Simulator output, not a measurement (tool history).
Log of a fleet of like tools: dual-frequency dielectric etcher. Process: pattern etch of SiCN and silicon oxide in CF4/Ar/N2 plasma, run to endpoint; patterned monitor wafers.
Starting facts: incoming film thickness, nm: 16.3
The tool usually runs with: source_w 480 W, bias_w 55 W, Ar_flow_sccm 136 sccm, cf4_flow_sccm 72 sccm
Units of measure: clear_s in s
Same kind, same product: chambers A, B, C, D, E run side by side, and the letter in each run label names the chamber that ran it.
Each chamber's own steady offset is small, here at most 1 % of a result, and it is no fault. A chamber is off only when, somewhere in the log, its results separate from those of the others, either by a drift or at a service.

{"run": "1A", "day": 0.079, "source_w": 480, "bias_w": 55, "Ar_flow_sccm": 136, "cf4_flow_sccm": 72, "clear_s": 20.444}
{"run": "2C", "day": 0.246, "source_w": 480, "bias_w": 55, "Ar_flow_sccm": 136, "cf4_flow_sccm": 72, "clear_s": 20.366}
{"run": "3D", "day": 0.392, "source_w": 480, "bias_w": 55, "Ar_flow_sccm": 136, "cf4_flow_sccm": 72, "clear_s": 20.45}
{"run": "4B", "day": 0.542, "source_w": 480, "bias_w": 55, "Ar_flow_sccm": 136, "cf4_flow_sccm": 72, "clear_s": 20.4}
{"run": "5E", "day": 0.662, "source_w": 480, "bias_w": 55, "Ar_flow_sccm": 136, "cf4_flow_sccm": 72, "clear_s": 20.167}
{"run": "6E", "day": 0.8, "source_w": 480, "bias_w": 43, "Ar_flow_sccm": 115, "cf4_flow_sccm": 72, "clear_s": 21.416}
{"run": "7D", "day": 0.975, "source_w": 480, "bias_w": 43, "Ar_flow_sccm": 115, "cf4_flow_sccm": 72, "clear_s": 21.525}
{"run": "8B", "day": 1.067, "source_w": 480, "bias_w": 43, "Ar_flow_sccm": 115, "cf4_flow_sccm": 72, "clear_s": 21.413}
{"run": "9A", "day": 1.188, "source_w": 480, "bias_w": 43, "Ar_flow_sccm": 115, "cf4_flow_sccm": 72, "clear_s": 21.442}
{"run": "10C", "day": 1.279, "source_w": 480, "bias_w": 43, "Ar_flow_sccm": 115, "cf4_flow_sccm": 72, "clear_s": 21.199}
{"run": "11D", "day": 1.375, "source_w": 480, "bias_w": 55, "Ar_flow_sccm": 136, "cf4_flow_sccm": 72, "clear_s": 20.326}
{"run": "12B", "day": 1.45, "source_w": 480, "bias_w": 55, "Ar_flow_sccm": 136, "cf4_flow_sccm": 72, "clear_s": 20.347}
{"run": "13E", "day": 1.542, "source_w": 480, "bias_w": 55, "Ar_flow_sccm": 136, "cf4_flow_sccm": 72, "clear_s": 20.552}
{"run": "14A", "day": 1.712, "source_w": 480, "bias_w": 55, "Ar_flow_sccm": 136, "cf4_flow_sccm": 72, "clear_s": 20.341}
{"run": "15C", "day": 1.812, "source_w": 480, "bias_w": 55, "Ar_flow_sccm": 136, "cf4_flow_sccm": 72, "clear_s": 20.441}
{"run": "16B", "day": 1.925, "source_w": 480, "bias_w": 55, "Ar_flow_sccm": 136, "cf4_flow_sccm": 72, "clear_s": 20.5}
{"run": "17A", "day": 2.008, "source_w": 480, "bias_w": 55, "Ar_flow_sccm": 136, "cf4_flow_sccm": 72, "clear_s": 20.423}
{"run": "18E", "day": 2.092, "source_w": 480, "bias_w": 55, "Ar_flow_sccm": 136, "cf4_flow_sccm": 72, "clear_s": 20.091}
{"run": "19C", "day": 2.262, "source_w": 480, "bias_w": 55, "Ar_flow_sccm": 136, "cf4_flow_sccm": 72, "clear_s": 20.057}
{"run": "20D", "day": 2.342, "source_w": 480, "bias_w": 55, "Ar_flow_sccm": 157, "cf4_flow_sccm": 85, "clear_s": 20.619}
{"run": "21C", "day": 2.446, "source_w": 480, "bias_w": 55, "Ar_flow_sccm": 157, "cf4_flow_sccm": 85, "clear_s": 20.003}
{"run": "22A", "day": 2.546, "source_w": 480, "bias_w": 55, "Ar_flow_sccm": 157, "cf4_flow_sccm": 85, "clear_s": 20.44}
{"run": "23D", "day": 2.633, "source_w": 480, "bias_w": 55, "Ar_flow_sccm": 157, "cf4_flow_sccm": 85, "clear_s": 20.328}
{"run": "24B", "day": 2.721, "source_w": 480, "bias_w": 55, "Ar_flow_sccm": 157, "cf4_flow_sccm": 85, "clear_s": 20.409}
{"run": "25E", "day": 2.846, "source_w": 480, "bias_w": 55, "Ar_flow_sccm": 136, "cf4_flow_sccm": 72, "clear_s": 20.301}
{"run": "26A", "day": 3.021, "source_w": 480, "bias_w": 55, "Ar_flow_sccm": 136, "cf4_flow_sccm": 72, "clear_s": 20.472}
{"run": "27B", "day": 3.154, "source_w": 480, "bias_w": 55, "Ar_flow_sccm": 136, "cf4_flow_sccm": 72, "clear_s": 20.516}
{"run": "28D", "day": 3.242, "source_w": 480, "bias_w": 55, "Ar_flow_sccm": 136, "cf4_flow_sccm": 72, "clear_s": 20.414}
{"run": "29E", "day": 3.338, "source_w": 480, "bias_w": 55, "Ar_flow_sccm": 136, "cf4_flow_sccm": 72, "clear_s": 20.344}
{"run": "30C", "day": 3.504, "source_w": 480, "bias_w": 55, "Ar_flow_sccm": 136, "cf4_flow_sccm": 72, "clear_s": 19.878}
{"run": "31C", "day": 3.675, "source_w": 480, "bias_w": 55, "Ar_flow_sccm": 136, "cf4_flow_sccm": 72, "clear_s": 19.977}
{"run": "32E", "day": 3.821, "source_w": 410, "bias_w": 55, "Ar_flow_sccm": 113, "cf4_flow_sccm": 72, "clear_s": 22.601}
{"run": "33A", "day": 3.979, "source_w": 410, "bias_w": 55, "Ar_flow_sccm": 113, "cf4_flow_sccm": 72, "clear_s": 22.816}
{"run": "34D", "day": 4.108, "source_w": 410, "bias_w": 55, "Ar_flow_sccm": 113, "cf4_flow_sccm": 72, "clear_s": 22.733}
{"run": "35B", "day": 4.229, "source_w": 410, "bias_w": 55, "Ar_flow_sccm": 113, "cf4_flow_sccm": 72, "clear_s": 22.878}
{"run": "36D", "day": 4.354, "source_w": 410, "bias_w": 55, "Ar_flow_sccm": 113, "cf4_flow_sccm": 72, "clear_s": 22.701}
{"run": "37C", "day": 4.446, "source_w": 480, "bias_w": 55, "Ar_flow_sccm": 136, "cf4_flow_sccm": 72, "clear_s": 19.709}
{"run": "38A", "day": 4.538, "source_w": 480, "bias_w": 55, "Ar_flow_sccm": 136, "cf4_flow_sccm": 72, "clear_s": 20.306}
{"run": "39B", "day": 4.7, "source_w": 480, "bias_w": 55, "Ar_flow_sccm": 136, "cf4_flow_sccm": 72, "clear_s": 20.428}
{"run": "40E", "day": 4.871, "source_w": 480, "bias_w": 55, "Ar_flow_sccm": 136, "cf4_flow_sccm": 72, "clear_s": 20.281}
{"run": "41A", "day": 5.046, "source_w": 480, "bias_w": 55, "Ar_flow_sccm": 136, "cf4_flow_sccm": 72, "clear_s": 20.397}
{"run": "42D", "day": 5.183, "source_w": 480, "bias_w": 55, "Ar_flow_sccm": 136, "cf4_flow_sccm": 72, "clear_s": 20.56}
{"run": "43C", "day": 5.312, "source_w": 480, "bias_w": 55, "Ar_flow_sccm": 136, "cf4_flow_sccm": 72, "clear_s": 19.8}

Is one chamber off against the others, does the gauge drift, or is nothing wrong? If a chamber is off, say which, and what the likeliest cause is.

It is chamber C that slowly wanders off from its peers.
Most likely cause: source power that arrives over what is set, % = 3.77.
Not necessarily distinguishable in this log from: etch rate over this chamber's usual, %.

Below are 4 candidate recipes for chamber C's next run, each the usual settings with a change, their results shown as question marks. Which of them brings C's results back in line with what the other chambers give on the usual settings?
In line here means within this much of the mean the other chambers give on the usual settings: clear_s 0.330 s
{"run": "44C-1", "day": 5.438, "source_w": 510, "bias_w": 56, "Ar_flow_sccm": 134, "cf4_flow_sccm": 73, "clear_s": "?"}
{"run": "44C-2", "day": 5.438, "source_w": 450, "bias_w": 54, "Ar_flow_sccm": 138, "cf4_flow_sccm": 71, "clear_s": "?"}
{"run": "44C-3", "day": 5.438, "source_w": 480, "bias_w": 62, "Ar_flow_sccm": 136, "cf4_flow_sccm": 72, "clear_s": "?"}
{"run": "44C-4", "day": 5.438, "source_w": 460, "bias_w": 54, "Ar_flow_sccm": 137, "cf4_flow_sccm": 72, "clear_s": "?"}

The mean the other chambers reach with the usual settings: clear_s 20.424 s
run=44C-1 clear_s=18.414
run=44C-2 clear_s=21.043
run=44C-3 clear_s=18.888
run=44C-4 clear_s=20.557
44C-4 is the one that brings the chamber's results back in line with the other chambers.
